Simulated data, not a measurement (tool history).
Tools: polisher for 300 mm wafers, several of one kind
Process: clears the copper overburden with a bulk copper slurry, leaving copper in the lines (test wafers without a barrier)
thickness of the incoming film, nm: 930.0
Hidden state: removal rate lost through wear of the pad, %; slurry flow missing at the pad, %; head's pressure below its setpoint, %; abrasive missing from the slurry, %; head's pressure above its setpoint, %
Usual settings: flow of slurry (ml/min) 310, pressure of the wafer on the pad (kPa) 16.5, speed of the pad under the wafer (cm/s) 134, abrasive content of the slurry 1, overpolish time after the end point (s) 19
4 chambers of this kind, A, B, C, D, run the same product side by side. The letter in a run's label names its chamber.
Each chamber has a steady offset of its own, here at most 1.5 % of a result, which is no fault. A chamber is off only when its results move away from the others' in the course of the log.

run   hour  flow of slurry (ml/min)  pressure of the wafer on the pad (kPa)  speed of the pad under the wafer (cm/s)  abrasive content of the slurry  overpolish time after the end point (s)  wafers polished on this pad  hours since the slurry nozzle was cleaned  hours since the head pressure was calibrated  hours since the slurry blender was calibrated  time until the end point was called (s)  dishing of a wide line in a test structure (angstrom)
       9.6  -- chamber D: worn pad replaced by a new one
 1D   11.4                      310                                    16.5                                      134                               1                                       19                           15                                      381.6                                         519.1                                           36.5                                   99.667                                                 847.97
 2A   17.3                      310                                    16.5                                      134                               1                                       19                          643                                      106.2                                         437.9                                          349.7                                   95.286                                                 852.59
      24.2  -- chamber B: slurry blender recalibrated
 3C   27.5                      310                                    16.5                                      134                               1                                       19                          258                                      510.8                                         269.3                                          210.9                                   96.971                                                 834.99
      35.7  -- chamber B: worn pad replaced by a new one
 4B   36.4                      310                                    16.5                                      134                               1                                       19                            5                                      704.6                                         393.5                                           12.3                                   96.034                                                 844.57
 5B     46                      310                                    16.5                                      134                               1                                       19                           83                                      714.2                                         403.1                                           21.9                                   97.639                                                 838.56
 6D   51.6                      310                                    16.5                                      134                               1                                       19                          342                                      421.8                                         559.3                                           76.7                                   99.053                                                 857.29
 7A   56.6                      310                                    16.5                                      134                               1                                       19                          963                                      145.5                                         477.2                                            389                                   96.244                                                 828.02
      64.2  -- chamber A: worn pad replaced by a new one
 8C   67.9                      310                                    16.5                                      134                               1                                       19                          586                                      551.2                                         309.7                                          251.3                                   96.593                                                 835.28
 9A   77.6                      310                                    16.5                                      134                               1                                       19                          109                                      166.5                                         498.2                                            410                                   95.925                                                 841.33
      78.9  -- chamber C: slurry blender recalibrated
      81.7  -- chamber D: slurry blender recalibrated
10D   87.6                      310                                    16.5                                      134                               1                                       19                          635                                      457.8                                         595.3                                              6                                   96.701                                                 860.96
11C   95.5                      310                                    16.5                                      134                               1                                       19                          811                                      578.8                                         337.3                                           16.7                                   96.077                                                 844.79
12B    101                      310                                    16.5                                      134                               1                                       19                          531                                      769.2                                         458.1                                           76.9                                   97.651                                                 824.91
13A  108.8                      310                                    16.5                                      134                               1                                       19                          363                                      197.7                                         529.4                                          441.2                                    95.38                                                 825.51
14C  114.8                      310                                      11                                      134                               1                                       19                          968                                      598.1                                         356.6                                             36                                   144.12                                                  593.3
15D  119.8                      310                                      11                                      134                               1                                       19                          897                                        490                                         627.5                                           38.2                                   149.45                                                 612.68
     124.1  -- chamber C: worn pad replaced by a new one
16B  124.7                      310                                      11                                      134                               1                                       19                          724                                      792.9                                         481.8                                          100.6                                   144.53                                                 628.09
     130.1  -- chamber B: slurry nozzle cleaned
17A  133.6                      310                                      11                                      134                               1                                       19                          565                                      222.5                                         554.2                                            466                                   143.58                                                 614.96
18C  140.3                      310                                    16.5                                      134                               1                                       19                          132                                      623.6                                         382.1                                           61.5                                   96.033                                                 850.59
     144.9  -- chamber C: slurry nozzle cleaned
19D  147.9                      405                                    11.7                                      134                               1                                       19                         1125                                      518.1                                         655.6                                           66.3                                   137.12                                                 652.82
20B  157.1                      405                                    11.7                                      134                               1                                       19                          987                                       27.1                                         514.2                                            133                                   136.03                                                  659.2
21B  165.3                      405                                    11.7                                      134                               1                                       19                         1054                                       35.3                                         522.4                                          141.2                                   135.04                                                  651.6
     170.7  -- chamber B: head pressure recalibrated
22D    175                      405                                    11.7                                      134                               1                                       19                         1346                                      545.2                                         682.7                                           93.4                                    138.6                                                 669.34
23C  183.2                      310                                    16.5                                      134                               1                                       19                          481                                       38.3                                           425                                          104.4                                   93.921                                                 838.05
24A  193.7                      310                                    16.5                                      134                               1                                       19                         1053                                      282.6                                         614.3                                          526.1                                   99.718                                                 832.72
     194.5  -- chamber D: worn pad replaced by a new one
     198.9  -- chamber D: slurry blender recalibrated
25C  199.7                      310                                    16.5                                      134                               1                                       19                          615                                       54.8                                         441.5                                          120.9                                   94.649                                                 837.28
     200.2  -- chamber B: worn pad replaced by a new one
     209.6  -- chamber A: worn pad replaced by a new one
26A  210.9                      310                                    16.5                                      108                               1                                       19                           11                                      299.8                                         631.5                                          543.3                                    123.6                                                 745.22
       222  -- chamber D: head pressure recalibrated
27D    222                      310                                    16.5                                      108                               1                                       19                          223                                      592.2                                             0                                           23.1                                   123.44                                                 758.55
28B  231.4                      310                                    16.5                                      108                               1                                       19                          254                                      101.4                                          60.7                                          207.3                                   123.17                                                 754.62
       237  -- chamber B: slurry blender recalibrated
29A  241.6                      310                                    16.5                                      108                               1                                       19                          260                                      330.5                                         662.2                                            574                                   124.02                                                 735.66
30B    251                      310                                    16.5                                      134                               1                                       19                          413                                        121                                          80.3                                           14.1                                   96.238                                                 844.14
     252.1  -- chamber C: worn pad replaced by a new one
31C  259.8                      310                                    13.8                                      134                               1                                       19                           63                                      114.9                                         501.6                                            181                                   115.27                                                 737.59
32D  269.1                      310                                    13.8                                      134                               1                                       19                          607                                      639.3                                          47.1                                           70.2                                   117.15                                                 743.04
33D  275.3                      310                                    13.8                                      134                               1                                       19                          657                                      645.5                                          53.3                                           76.4                                   116.84                                                 734.03
34C  283.4                      310                                    13.8                                      134                               1                                       19                          255                                      138.5                                         525.2                                          204.6                                   116.43                                                 738.24
35A  294.2                      310                                    16.5                                      134                               1                                       19                          688                                      383.1                                         714.8                                          626.6                                    103.1                                                 806.46
36B  300.8                      310                                    16.5                                      134                               1                                       19                          819                                      170.8                                         130.1                                           63.9                                   97.659                                                 847.58
37A    308                      310                                    16.5                                      134                               1                                       19                          801                                      396.9                                         728.6                                          640.4                                   102.12                                                 802.85
38C  314.1                      390                                    16.5                                      134                               1                                       19                          505                                      169.2                                         555.9                                          235.3                                   93.929                                                 844.37

Is one chamber off against the others, does the gauge drift, or is nothing wrong? If a chamber is off, say which, and what the likeliest cause is.

Chamber A drifts away from the others.
Cause: abrasive missing from the slurry, % = 27.
The log may not tell that from: slurry flow missing at the pad, %; head's pressure below its setpoint, %.

Here are 4 candidates for chamber A's next run, each the usual settings with a change, their results left as question marks. Which one brings its results back in line with what the others give on the usual settings?
In line means no further than this from the other chambers' mean on the usual settings: time until the end point was called (s) 3.9; dishing of a wide line in a test structure (angstrom) 30
39A-1  322.2                      310                                    15.9                                      130                               1                                       19                                                                                                                                                                                                             ?                                                      ?
39A-2  322.2                      310                                    17.9                                      142                               1                                       19                                                                                                                                                                                                             ?                                                      ?
39A-3  322.2                      310                                    15.2                                      126                               1                                       19                                                                                                                                                                                                             ?                                                      ?
39A-4  322.2                      310                                    17.2                                      138                               1                                       19                                                                                                                                                                                                             ?                                                      ?

The other chambers' mean on the usual settings: time until the end point was called (s) 97.152; dishing of a wide line in a test structure (angstrom) 842.69
  run  time until the end point was called (s)  dishing of a wide line in a test structure (angstrom)
39A-1                                   111.38                                                  766.7
39A-2                                   90.318                                                  879.5
39A-3                                   120.08                                                 728.13
39A-4                                   96.615                                                 842.45
39A-4 brings the chamber back in line.
